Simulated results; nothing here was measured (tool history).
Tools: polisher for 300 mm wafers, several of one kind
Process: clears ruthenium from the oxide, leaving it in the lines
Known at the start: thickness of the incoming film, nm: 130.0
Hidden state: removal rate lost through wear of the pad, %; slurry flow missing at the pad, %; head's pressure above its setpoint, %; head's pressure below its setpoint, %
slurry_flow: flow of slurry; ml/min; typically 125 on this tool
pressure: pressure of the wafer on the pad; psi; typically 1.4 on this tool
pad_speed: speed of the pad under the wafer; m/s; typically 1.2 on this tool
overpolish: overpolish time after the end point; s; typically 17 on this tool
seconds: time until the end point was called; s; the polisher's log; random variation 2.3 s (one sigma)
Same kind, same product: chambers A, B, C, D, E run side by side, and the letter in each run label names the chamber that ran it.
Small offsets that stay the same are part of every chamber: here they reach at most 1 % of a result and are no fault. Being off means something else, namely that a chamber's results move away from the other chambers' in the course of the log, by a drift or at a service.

run   hour  slurry_flow  pressure  pad_speed  overpolish  wafers polished on this pad  hours since the slurry nozzle was cleaned  hours since the head pressure was calibrated  seconds
 1B    9.5          125       1.4        1.2          17                           82                                      546.9                                         424.5   156.37
      15.4  -- chamber A: worn pad replaced by a new one
 2D   23.5          125       1.4        1.2          17                          857                                      539.5                                         243.6   149.01
 3C   37.3          125       1.4        1.2          17                          460                                         43                                           604   152.92
      41.6  -- chamber C: worn pad replaced by a new one
 4E   50.6          125       1.4        1.2          17                         1463                                      214.6                                         193.5   145.82
 5A   62.6          125       1.4        1.2          17                          259                                       87.6                                        1049.8   146.91
      66.6  -- chamber E: worn pad replaced by a new one
 6E   70.5          125       1.4       1.02          24                           21                                      234.5                                         213.4   178.12
 7D   78.4          125       1.4       1.02          24                         1158                                      594.4                                         298.5   179.48
 8B   86.6          125       1.4       1.02          24                          505                                        624                                         501.6   185.86
        88  -- chamber E: slurry nozzle cleaned
 9A  100.1          125       1.4       1.02          24                          464                                      125.1                                        1087.3   178.83
     100.7  -- chamber D: worn pad replaced by a new one
10C  112.1          125       1.4       1.02          24                          386                                      117.8                                         678.8   176.66
11E  126.2          125       1.4        1.2          17                          327                                       38.2                                         269.1   150.51
       131  -- chamber C: worn pad replaced by a new one
     134.6  -- chamber B: worn pad replaced by a new one
12B  139.8          125       1.4       1.38          24                           29                                      677.2                                         554.8   132.36
     140.6  -- chamber B: slurry nozzle cleaned
     143.9  -- chamber D: slurry nozzle cleaned
13D    151          125       1.4       1.38          24                          276                                        7.2                                         371.1   137.28
14A  161.3          125       1.4       1.38          24                          800                                      186.3                                        1148.5   128.78
     171.2  -- chamber C: head pressure recalibrated
15C    174          125       1.4       1.38          24                          235                                      179.7                                           2.9   131.85
16C  189.5          125       1.4       1.38          24                          320                                      195.2                                          18.4   131.11
17A    202          145       1.4        1.2          24                         1024                                        227                                        1189.2    144.6
18D  210.3          145       1.4        1.2          24                          601                                       66.5                                         430.4    157.7
19E  219.1          145       1.4        1.2          24                          836                                      131.1                                           362   148.08
     230.3  -- chamber C: worn pad replaced by a new one
20B  232.7          145       1.4        1.2          24                          538                                       92.2                                         647.7   148.64
21A  243.5          145       1.4        1.2          24                         1251                                      268.5                                        1230.7   145.56
       248  -- chamber A: slurry nozzle cleaned
22E  257.3          125       1.8        1.2           7                         1046                                      169.3                                         400.2   118.87
     269.5  -- chamber C: slurry nozzle cleaned
23C  272.6          125       1.8        1.2           7                          232                                        3.1                                         101.5   120.96
       282  -- chamber B: worn pad replaced by a new one
24B  285.7          125       1.8        1.2           7                           20                                      145.2                                         700.7   119.35
25D  301.1          125       1.8        1.2           7                         1099                                      157.3                                         521.2   130.26
     310.5  -- chamber A: worn pad replaced by a new one
26C  316.2          125       1.8        1.2           7                          471                                       46.7                                         145.1   115.72
27A  328.9          125       1.4        1.2          17                          101                                         81                                        1316.1   150.57
     337.4  -- chamber E: worn pad replaced by a new one
28D  338.8          125       1.4        1.2          17                         1306                                        195                                         558.9   168.32
     345.8  -- chamber E: slurry nozzle cleaned
29B  353.3          125       1.4        1.2          17                          391                                      212.8                                         768.3   151.92
30E  364.4          125       1.4        1.2          17                          148                                       18.7                                         507.3   149.66
31E  374.1          125       1.4        1.2          17                          201                                       28.4                                           517   152.81
32A  382.6          125       1.4        1.2          17                          395                                      134.7                                        1369.8   148.02

What goes on in this fleet: one chamber off, a drifting gauge, or nothing beyond the chambers' own small offsets? Name the chamber and the cause, if any.

Chamber D drifts away from the others.
Cause: head's pressure below its setpoint, % = 11.9.

Here are 4 candidates for chamber D's next run, each the usual settings with a change, their results left as question marks. Which one brings its results back in line with what the others give on the usual settings?
Allowed miss from the other chambers' usual-settings mean, per result, to count as in line: seconds 8.1 s
33D-1  393.8          120       1.4       0.94          17                                                                                                                              ?
33D-2  393.8          125       1.3       1.12          17                                                                                                                              ?
33D-3  393.8          125       1.4       1.36          17                                                                                                                              ?
33D-4  393.8          135       1.4       1.54          17                                                                                                                              ?

Mean of the other chambers on the usual settings: seconds 151.43 s
  run  seconds
33D-1   221.27
33D-2   198.28
33D-3   151.76
33D-4   132.03
The answer is 33D-3, which returns the chamber to within the allowed miss of the others.

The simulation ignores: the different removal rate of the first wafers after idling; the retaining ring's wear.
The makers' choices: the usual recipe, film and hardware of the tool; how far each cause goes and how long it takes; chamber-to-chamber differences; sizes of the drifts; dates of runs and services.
